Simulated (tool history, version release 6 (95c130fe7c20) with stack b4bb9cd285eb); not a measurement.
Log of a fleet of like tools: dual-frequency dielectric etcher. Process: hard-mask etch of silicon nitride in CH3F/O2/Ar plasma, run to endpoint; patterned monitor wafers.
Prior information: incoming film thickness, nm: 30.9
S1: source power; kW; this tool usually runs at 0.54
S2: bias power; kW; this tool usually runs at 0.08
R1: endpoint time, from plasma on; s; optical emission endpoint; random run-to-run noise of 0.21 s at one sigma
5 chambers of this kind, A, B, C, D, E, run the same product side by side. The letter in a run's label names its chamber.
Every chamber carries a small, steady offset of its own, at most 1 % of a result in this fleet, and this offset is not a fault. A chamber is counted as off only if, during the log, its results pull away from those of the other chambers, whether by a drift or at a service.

run 1A day=0.479 | S1=0.54 S2=0.08 | R1=38.481
run 2E day=0.9 | S1=0.54 S2=0.08 | R1=38.573
-- day=1.108 chamber E: bias power generator calibrated
run 3C day=1.417 | S1=0.54 S2=0.08 | R1=38.681
run 4D day=1.704 | S1=0.54 S2=0.08 | R1=39.03
run 5B day=2.304 | S1=0.54 S2=0.08 | R1=38.297
run 6D day=2.896 | S1=0.54 S2=0.08 | R1=38.732
run 7E day=3.504 | S1=0.54 S2=0.08 | R1=38.373
run 8C day=4.096 | S1=0.54 S2=0.08 | R1=38.436
run 9A day=4.438 | S1=0.49 S2=0.08 | R1=39.901
run 10B day=4.721 | S1=0.49 S2=0.08 | R1=39.926
run 11C day=5.004 | S1=0.49 S2=0.08 | R1=40.169
run 12B day=5.462 | S1=0.49 S2=0.08 | R1=39.86
run 13A day=5.858 | S1=0.49 S2=0.08 | R1=39.765
run 14E day=6.317 | S1=0.54 S2=0.08 | R1=38.241
run 15D day=6.625 | S1=0.54 S2=0.08 | R1=38.972
run 16A day=7 | S1=0.54 S2=0.064 | R1=41.48
run 17D day=7.612 | S1=0.54 S2=0.064 | R1=41.773
run 18C day=7.979 | S1=0.54 S2=0.064 | R1=41.564
-- day=8.158 chamber E: wet clean of the chamber
run 19B day=8.633 | S1=0.54 S2=0.064 | R1=41.461
run 20E day=9.1 | S1=0.54 S2=0.064 | R1=41.246
run 21E day=9.492 | S1=0.54 S2=0.08 | R1=38.582
run 22A day=9.929 | S1=0.54 S2=0.08 | R1=38.16
-- day=10.088 chamber B: wet clean of the chamber
run 23D day=10.512 | S1=0.54 S2=0.08 | R1=38.749
run 24B day=11.05 | S1=0.54 S2=0.08 | R1=38.737
run 25C day=11.354 | S1=0.54 S2=0.08 | R1=38.598
run 26D day=11.733 | S1=0.54 S2=0.08 | R1=38.577
run 27C day=12.279 | S1=0.54 S2=0.08 | R1=38.652
run 28B day=12.667 | S1=0.54 S2=0.08 | R1=38.684
run 29E day=13.088 | S1=0.54 S2=0.08 | R1=38.542
run 30A day=13.596 | S1=0.54 S2=0.08 | R1=37.885
-- day=13.633 chamber D: wet clean of the chamber
run 31D day=14.208 | S1=0.42 S2=0.093 | R1=40.52
run 32C day=14.492 | S1=0.42 S2=0.093 | R1=39.934
run 33B day=14.925 | S1=0.42 S2=0.093 | R1=40.17
run 34E day=15.333 | S1=0.42 S2=0.093 | R1=39.996
run 35A day=15.967 | S1=0.42 S2=0.093 | R1=39.137
run 36A day=16.525 | S1=0.59 S2=0.099 | R1=33.814
-- day=16.533 chamber A: source power generator calibrated
run 37C day=16.979 | S1=0.59 S2=0.099 | R1=34.669
run 38B day=17.446 | S1=0.59 S2=0.099 | R1=34.602
-- day=17.712 chamber C: wet clean of the chamber
run 39D day=18.088 | S1=0.59 S2=0.099 | R1=34.842
run 40E day=18.45 | S1=0.59 S2=0.099 | R1=34.509
run 41E day=19.1 | S1=0.54 S2=0.08 | R1=38.168
run 42C day=19.55 | S1=0.54 S2=0.08 | R1=38.713
run 43D day=20.142 | S1=0.54 S2=0.08 | R1=38.973
run 44A day=20.733 | S1=0.6 S2=0.094 | R1=33.61

Predict what each chamber gives when all 5 of them run the settings below next.
run 45A day=21.2 | S1=0.54 S2=0.08 | R1=?
run 45B day=21.2 | S1=0.54 S2=0.08 | R1=?
run 45C day=21.2 | S1=0.54 S2=0.08 | R1=?
run 45D day=21.2 | S1=0.54 S2=0.08 | R1=?
run 45E day=21.2 | S1=0.54 S2=0.08 | R1=?

run=45A R1=36.989
run=45B R1=38.441
run=45C R1=38.886
run=45D R1=38.517
run=45E R1=38.182

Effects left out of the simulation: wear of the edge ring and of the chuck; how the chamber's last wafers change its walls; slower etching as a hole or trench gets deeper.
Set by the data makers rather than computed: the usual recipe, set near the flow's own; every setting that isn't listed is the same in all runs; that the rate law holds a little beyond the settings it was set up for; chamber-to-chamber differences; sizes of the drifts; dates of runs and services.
